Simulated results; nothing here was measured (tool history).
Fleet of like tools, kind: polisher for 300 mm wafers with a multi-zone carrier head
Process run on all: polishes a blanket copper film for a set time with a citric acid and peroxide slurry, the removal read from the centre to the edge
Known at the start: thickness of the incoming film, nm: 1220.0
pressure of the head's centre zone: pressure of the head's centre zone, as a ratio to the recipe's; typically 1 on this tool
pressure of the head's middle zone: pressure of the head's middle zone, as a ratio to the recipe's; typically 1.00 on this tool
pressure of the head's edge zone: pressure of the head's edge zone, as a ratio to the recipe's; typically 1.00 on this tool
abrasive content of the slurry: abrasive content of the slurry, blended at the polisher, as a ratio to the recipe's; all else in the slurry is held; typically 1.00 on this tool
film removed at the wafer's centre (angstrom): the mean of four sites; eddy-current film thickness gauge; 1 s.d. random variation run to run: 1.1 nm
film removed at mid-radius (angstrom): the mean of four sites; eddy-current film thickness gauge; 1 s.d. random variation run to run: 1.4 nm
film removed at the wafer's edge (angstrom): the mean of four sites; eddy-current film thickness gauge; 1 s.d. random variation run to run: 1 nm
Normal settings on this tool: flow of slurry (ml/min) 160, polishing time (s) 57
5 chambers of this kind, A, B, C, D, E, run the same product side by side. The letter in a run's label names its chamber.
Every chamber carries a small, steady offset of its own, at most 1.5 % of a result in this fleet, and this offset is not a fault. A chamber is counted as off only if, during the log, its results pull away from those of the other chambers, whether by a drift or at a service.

run   hour  flow of slurry (ml/min)  pressure of the head's centre zone  pressure of the head's middle zone  pressure of the head's edge zone  abrasive content of the slurry  polishing time (s)  film removed at the wafer's centre (angstrom)  film removed at mid-radius (angstrom)  film removed at the wafer's edge (angstrom)
       2.0  -- chamber D: worn pad replaced by a new one
 1B    3.3                      160                                   1                                1.00                              1.00                            1.00                  57                                         1190.6                                 1156.1                                       1160.2
 2C    8.5                      160                                   1                                1.00                              1.00                            1.00                  57                                         1182.7                                 1166.5                                       1154.1
 3A   14.0                      160                                   1                                1.00                              1.00                            1.00                  57                                         1162.9                                 1168.7                                       1183.8
 4D   16.7                      160                                   1                                1.00                              1.00                            1.00                  57                                         1186.6                                 1163.9                                       1181.9
 5E   22.3                      160                                   1                                1.00                              1.00                            1.00                  57                                         1157.3                                 1158.9                                       1149.9
 6E   25.6                      160                                   1                                1.00                              1.00                            1.00                  57                                         1169.1                                 1158.2                                       1149.6
 7C   29.5                      160                                   1                                1.00                              1.00                            1.00                  57                                         1172.6                                 1162.7                                       1147.1
 8A   33.6                      160                                   1                                1.00                              1.00                            1.00                  57                                         1157.0                                 1157.0                                       1158.5
 9D   36.1                      160                                   1                                1.00                              1.00                            1.00                  57                                         1161.1                                 1166.6                                       1186.2
10B   40.7                      160                                   1                                1.00                              1.00                            1.00                  57                                         1144.7                                 1142.0                                       1134.6
11E   43.3                      160                                   1                                1.00                              1.00                            1.00                  57                                         1138.5                                 1184.4                                       1136.0
      46.6  -- chamber C: worn pad replaced by a new one
      47.3  -- chamber B: slurry nozzle cleaned
12D   48.0                      160                                   1                                0.91                              0.94                            1.00                  57                                         1151.2                                 1048.9                                       1144.9
      51.5  -- chamber E: worn pad replaced by a new one
13A   53.2                      160                                   1                                0.91                              0.94                            1.00                  57                                         1150.3                                 1068.7                                       1128.8
14C   56.5                      160                                   1                                0.91                              0.94                            1.00                  57                                         1155.7                                 1099.0                                       1112.2
15B   60.2                      160                                   1                                0.91                              0.94                            1.00                  57                                         1170.0                                 1059.0                                       1130.3
16E   65.3                      160                                   1                                0.91                              0.94                            1.00                  57                                         1169.4                                 1076.5                                       1119.0
      65.4  -- chamber E: edge zone pressure recalibrated
17A   69.7                      160                                   1                                1.00                              1.09                            1.25                  57                                         1227.7                                 1239.4                                       1311.9
18C   72.6                      160                                   1                                1.00                              1.09                            1.25                  57                                         1234.3                                 1237.0                                       1280.3
      74.5  -- chamber A: worn pad replaced by a new one
19B   78.1                      160                                   1                                1.00                              1.09                            1.25                  57                                         1219.5                                 1233.7                                       1261.1
      80.0  -- chamber B: worn pad replaced by a new one
20D   82.3                      160                                   1                                1.00                              1.09                            1.25                  57                                         1219.3                                 1237.3                                       1274.1
      83.1  -- chamber D: worn pad replaced by a new one
21C   87.6                      160                                   1                                1.00                              1.09                            1.25                  57                                         1235.0                                 1244.5                                       1280.0
22E   90.2                      160                                   1                                1.00                              1.00                            1.00                  57                                         1170.4                                 1166.1                                       1165.7
      91.6  -- chamber B: edge zone pressure recalibrated
23A   93.1                      160                                   1                                1.00                              1.00                            1.00                  57                                         1170.1                                 1156.4                                       1172.7
24D   98.4                      160                                   1                                1.00                              1.00                            1.00                  57                                         1167.6                                 1169.3                                       1162.9
25B  102.3                      160                                   1                                1.00                              1.00                            1.00                  57                                         1174.6                                 1169.1                                       1169.9
26C  107.7                      160                                   1                                1.00                              1.00                            1.00                  57                                         1169.1                                 1154.9                                       1163.1
27D  112.3                      160                                   1                                1.00                              1.00                            1.00                  57                                         1151.7                                 1158.8                                       1180.5
28B  115.6                      160                                   1                                1.00                              1.00                            1.00                  57                                         1185.0                                 1171.1                                       1162.1
29A  119.0                      160                                   1                                1.00                              1.00                            1.00                  57                                         1185.9                                 1176.3                                       1150.6
30E  123.1                      160                                   1                                1.00                              0.94                            1.00                  57                                         1157.0                                 1167.6                                       1108.6
31C  127.1                      160                                   1                                1.00                              0.94                            1.00                  57                                         1149.6                                 1165.4                                       1114.8
32B  130.3                      160                                   1                                1.00                              0.94                            1.00                  57                                         1201.6                                 1148.3                                       1129.3
33A  133.2                      160                                   1                                1.00                              0.94                            1.00                  57                                         1164.5                                 1156.2                                       1142.4

Each of the 5 chambers runs these same settings next. Fill in every chamber's results:
34A  137.2                      160                                   1                                1.00                              1.00                            1.00                  57                                              ?                                      ?                                            ?
34B  137.2                      160                                   1                                1.00                              1.00                            1.00                  57                                              ?                                      ?                                            ?
34C  137.2                      160                                   1                                1.00                              1.00                            1.00                  57                                              ?                                      ?                                            ?
34D  137.2                      160                                   1                                1.00                              1.00                            1.00                  57                                              ?                                      ?                                            ?
34E  137.2                      160                                   1                                1.00                              1.00                            1.00                  57                                              ?                                      ?                                            ?

run  film removed at the wafer's centre (angstrom)  film removed at mid-radius (angstrom)  film removed at the wafer's edge (angstrom)
34A                                         1162.4                                 1164.0                                       1152.0
34B                                         1172.6                                 1176.3                                       1167.8
34C                                         1158.3                                 1171.9                                       1148.0
34D                                         1166.1                                 1162.8                                       1182.0
34E                                         1162.0                                 1148.5                                       1166.7

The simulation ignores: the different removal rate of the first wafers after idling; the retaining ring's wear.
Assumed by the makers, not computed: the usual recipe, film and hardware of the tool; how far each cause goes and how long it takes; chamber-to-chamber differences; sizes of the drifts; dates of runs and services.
